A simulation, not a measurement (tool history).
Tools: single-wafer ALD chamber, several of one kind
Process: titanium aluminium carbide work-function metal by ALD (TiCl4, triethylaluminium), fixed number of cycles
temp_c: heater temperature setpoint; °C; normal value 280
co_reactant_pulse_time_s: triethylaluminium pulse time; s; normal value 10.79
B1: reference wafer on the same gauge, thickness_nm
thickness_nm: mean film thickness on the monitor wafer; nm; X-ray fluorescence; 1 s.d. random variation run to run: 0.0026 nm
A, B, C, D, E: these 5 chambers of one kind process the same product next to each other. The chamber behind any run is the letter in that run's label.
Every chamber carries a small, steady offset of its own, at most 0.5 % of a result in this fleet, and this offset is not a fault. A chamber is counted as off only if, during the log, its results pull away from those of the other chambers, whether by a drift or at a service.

Run 1D, hour 14.9: usual settings; B1 2.0297. Result: thickness_nm 1.8472 nm.
Run 2E, hour 25.2: usual settings; B1 2.0297. Result: thickness_nm 1.8403 nm.
Run 3A, hour 33.4: usual settings; B1 2.0291. Result: thickness_nm 1.8326 nm.
Run 4C, hour 45.5: usual settings; B1 2.0297. Result: thickness_nm 1.8315 nm.
Run 5B, hour 56.5: usual settings; B1 2.0293. Result: thickness_nm 1.8459 nm.
Run 6B, hour 66.1: usual settings but temp_c 270 °C; B1 2.0285. Result: thickness_nm 1.7601 nm.
Run 7C, hour 81.2: usual settings but temp_c 270 °C; B1 2.0276. Result: thickness_nm 1.7469 nm.
Run 8E, hour 93.2: usual settings but temp_c 270 °C; B1 2.0274. Result: thickness_nm 1.7562 nm.
At hour 104.9: chamber E: thermocouple changed; heater temperature recalibrated.
Run 9A, hour 108.3: usual settings but temp_c 270 °C; B1 2.0274. Result: thickness_nm 1.7481 nm.
Run 10D, hour 121.2: usual settings but temp_c 270 °C; B1 2.0271. Result: thickness_nm 1.7570 nm.
Run 11B, hour 130.9: usual settings; B1 2.0275. Result: thickness_nm 1.8422 nm.
Run 12C, hour 143.9: usual settings; B1 2.0262. Result: thickness_nm 1.8322 nm.
Run 13E, hour 158.0: usual settings; B1 2.0263. Result: thickness_nm 1.8383 nm.
Run 14A, hour 169.1: usual settings; B1 2.0267. Result: thickness_nm 1.8260 nm.
At hour 179.7: chamber E: triethylaluminium bottle replaced.
Run 15D, hour 183.8: usual settings; B1 2.0255. Result: thickness_nm 1.8390 nm.
Run 16C, hour 197.3: usual settings; B1 2.0260. Result: thickness_nm 1.8279 nm.
Run 17B, hour 205.3: usual settings; B1 2.0254. Result: thickness_nm 1.8411 nm.
Run 18D, hour 218.9: usual settings; B1 2.0258. Result: thickness_nm 1.8344 nm.
Run 19E, hour 229.1: usual settings; B1 2.0244. Result: thickness_nm 1.8365 nm.
Run 20A, hour 236.9: usual settings; B1 2.0245. Result: thickness_nm 1.8272 nm.
Run 21A, hour 247.0: usual settings; B1 2.0246. Result: thickness_nm 1.8254 nm.
At hour 254.3: chamber A: triethylaluminium bottle replaced.
Run 22E, hour 260.2: usual settings; B1 2.0240. Result: thickness_nm 1.8336 nm.
Run 23D, hour 271.0: usual settings; B1 2.0232. Result: thickness_nm 1.8376 nm.
Run 24C, hour 284.5: usual settings; B1 2.0232. Result: thickness_nm 1.8252 nm.
Run 25B, hour 294.3: usual settings; B1 2.0237. Result: thickness_nm 1.8362 nm.
Run 26D, hour 309.9: usual settings; B1 2.0232. Result: thickness_nm 1.8324 nm.
Run 27E, hour 319.2: usual settings; B1 2.0227. Result: thickness_nm 1.8333 nm.
At hour 325.2: chamber C: triethylaluminium bottle replaced.
Run 28C, hour 325.9: usual settings; B1 2.0236. Result: thickness_nm 1.8307 nm.
Run 29B, hour 341.3: usual settings; B1 2.0224. Result: thickness_nm 1.8392 nm.
Run 30A, hour 354.1: usual settings; B1 2.0218. Result: thickness_nm 1.8260 nm.
Run 31B, hour 364.4: usual settings; B1 2.0220. Result: thickness_nm 1.8313 nm.
Run 32C, hour 376.5: usual settings; B1 2.0216. Result: thickness_nm 1.8287 nm.
Run 33E, hour 389.8: usual settings; B1 2.0218. Result: thickness_nm 1.8362 nm.
Run 34D, hour 401.6: usual settings; B1 2.0208. Result: thickness_nm 1.8335 nm.
Run 35A, hour 413.9: usual settings; B1 2.0204. Result: thickness_nm 1.8204 nm.
Run 36E, hour 427.7: usual settings; B1 2.0203. Result: thickness_nm 1.8351 nm.
Run 37C, hour 438.7: usual settings; B1 2.0204. Result: thickness_nm 1.8287 nm.
Run 38D, hour 447.7: usual settings; B1 2.0198. Result: thickness_nm 1.8320 nm.
At hour 455.8: chamber B: triethylaluminium bottle replaced.
Run 39B, hour 457.8: usual settings; B1 2.0196. Result: thickness_nm 1.8359 nm.
Run 40A, hour 468.2: usual settings; B1 2.0194. Result: thickness_nm 1.8260 nm.
Run 41E, hour 478.9: usual settings; B1 2.0191. Result: thickness_nm 1.8287 nm.
Run 42B, hour 487.9: usual settings but co_reactant_pulse_time_s 14.71 s; B1 2.0187. Result: thickness_nm 1.8689 nm.
Run 43C, hour 498.2: usual settings but co_reactant_pulse_time_s 14.71 s; B1 2.0182. Result: thickness_nm 1.8612 nm.

What goes on in this fleet: one chamber off, a drifting gauge, or nothing beyond the chambers' own small offsets? Name the chamber and the cause, if any.

Every chamber seems to shift together because the gauge that measures them all drifts; the chambers themselves are fine.
Likeliest cause: gauge reads low (%) = 0.575.

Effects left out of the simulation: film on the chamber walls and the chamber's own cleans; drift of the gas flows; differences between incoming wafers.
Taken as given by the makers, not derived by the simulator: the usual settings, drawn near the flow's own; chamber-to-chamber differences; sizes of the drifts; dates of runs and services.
